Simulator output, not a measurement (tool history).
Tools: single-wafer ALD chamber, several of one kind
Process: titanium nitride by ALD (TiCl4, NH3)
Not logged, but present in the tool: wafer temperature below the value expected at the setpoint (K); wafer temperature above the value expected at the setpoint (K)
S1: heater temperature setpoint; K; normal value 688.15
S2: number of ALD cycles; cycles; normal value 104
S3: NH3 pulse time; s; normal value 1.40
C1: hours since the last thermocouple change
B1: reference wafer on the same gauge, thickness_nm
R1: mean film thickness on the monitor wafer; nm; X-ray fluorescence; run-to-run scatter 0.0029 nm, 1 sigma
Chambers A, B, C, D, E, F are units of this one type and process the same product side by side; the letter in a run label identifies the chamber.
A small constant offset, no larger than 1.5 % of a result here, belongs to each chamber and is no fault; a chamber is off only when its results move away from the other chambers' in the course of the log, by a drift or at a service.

Run 1E, hour 4.4: usual settings; C1 1020.3; B1 2.5398. Result: R1 2.2429 nm.
Run 2F, hour 9.1: usual settings; C1 318.6; B1 2.5405. Result: R1 2.2689 nm.
Run 3C, hour 18.2: usual settings; C1 2168.8; B1 2.5414. Result: R1 2.2851 nm.
Run 4A, hour 27.0: usual settings; C1 739.1; B1 2.5416. Result: R1 2.2473 nm.
Run 5B, hour 31.4: usual settings; C1 272.4; B1 2.5407. Result: R1 2.2793 nm.
Run 6D, hour 35.7: usual settings; C1 542.5; B1 2.5425. Result: R1 2.2826 nm.
Run 7E, hour 42.1: usual settings; C1 1058.0; B1 2.5423. Result: R1 2.2412 nm.
Run 8B, hour 49.6: usual settings; C1 290.6; B1 2.5430. Result: R1 2.2817 nm.
Run 9A, hour 56.9: usual settings; C1 769.0; B1 2.5431. Result: R1 2.2512 nm.
Run 10D, hour 63.8: usual settings; C1 570.6; B1 2.5432. Result: R1 2.2808 nm.
Run 11F, hour 72.5: usual settings; C1 382.0; B1 2.5439. Result: R1 2.2660 nm.
Run 12C, hour 79.5: usual settings; C1 2230.1; B1 2.5449. Result: R1 2.2837 nm.
Run 13A, hour 88.6: usual settings; C1 800.7; B1 2.5451. Result: R1 2.2490 nm.
Run 14B, hour 96.5: usual settings; C1 337.5; B1 2.5463. Result: R1 2.2864 nm.
Run 15D, hour 103.7: usual settings; C1 610.5; B1 2.5453. Result: R1 2.2902 nm.
Run 16C, hour 108.1: usual settings; C1 2258.7; B1 2.5452. Result: R1 2.2936 nm.
Run 17E, hour 113.0: usual settings; C1 1128.9; B1 2.5464. Result: R1 2.2491 nm.
Run 18F, hour 119.5: usual settings; C1 429.0; B1 2.5458. Result: R1 2.2703 nm.
Run 19D, hour 127.6: usual settings; C1 634.4; B1 2.5477. Result: R1 2.2805 nm.
Run 20E, hour 134.8: usual settings; C1 1150.7; B1 2.5472. Result: R1 2.2536 nm.
Run 21A, hour 142.6: usual settings; C1 854.7; B1 2.5479. Result: R1 2.2504 nm.
Run 22B, hour 147.5: usual settings; C1 388.5; B1 2.5482. Result: R1 2.2807 nm.
Run 23F, hour 155.1: usual settings; C1 464.6; B1 2.5481. Result: R1 2.2697 nm.
Run 24C, hour 161.5: usual settings; C1 2312.1; B1 2.5490. Result: R1 2.2897 nm.
Run 25B, hour 168.5: usual settings; C1 409.5; B1 2.5500. Result: R1 2.2890 nm.
Run 26D, hour 172.6: usual settings; C1 679.4; B1 2.5487. Result: R1 2.2888 nm.
Run 27F, hour 178.8: usual settings; C1 488.3; B1 2.5494. Result: R1 2.2725 nm.
Run 28C, hour 184.4: usual settings; C1 2335.0; B1 2.5498. Result: R1 2.2945 nm.
Run 29A, hour 188.8: usual settings; C1 900.9; B1 2.5500. Result: R1 2.2537 nm.
Run 30E, hour 195.1: usual settings; C1 1211.0; B1 2.5504. Result: R1 2.2535 nm.
Run 31D, hour 203.7: usual settings; C1 710.5; B1 2.5506. Result: R1 2.2910 nm.
Run 32E, hour 209.6: usual settings; C1 1225.5; B1 2.5518. Result: R1 2.2506 nm.
Run 33B, hour 213.8: usual settings; C1 454.8; B1 2.5508. Result: R1 2.2885 nm.
Run 34C, hour 218.0: usual settings; C1 2368.6; B1 2.5517. Result: R1 2.2969 nm.
Run 35A, hour 224.7: usual settings; C1 936.8; B1 2.5523. Result: R1 2.2558 nm.
Run 36F, hour 233.9: usual settings but S2 84 cycles, S3 0.95 s; C1 543.4; B1 2.5525. Result: R1 1.8064 nm.
Run 37F, hour 242.2: usual settings but S2 84 cycles, S3 0.95 s; C1 551.7; B1 2.5518. Result: R1 1.8051 nm.

All chambers now run identical settings, listed one chamber a line with results as question marks. What results will each chamber show?
Run 38A, hour 248.9: usual settings. Result: R1 ?.
Run 38B, hour 248.9: usual settings. Result: R1 ?.
Run 38C, hour 248.9: usual settings. Result: R1 ?.
Run 38D, hour 248.9: usual settings. Result: R1 ?.
Run 38E, hour 248.9: usual settings. Result: R1 ?.
Run 38F, hour 248.9: usual settings. Result: R1 ?.

run      R1
38A  2.2534
38B  2.2930
38C  2.2957
38D  2.2956
38E  2.2518
38F  2.2825
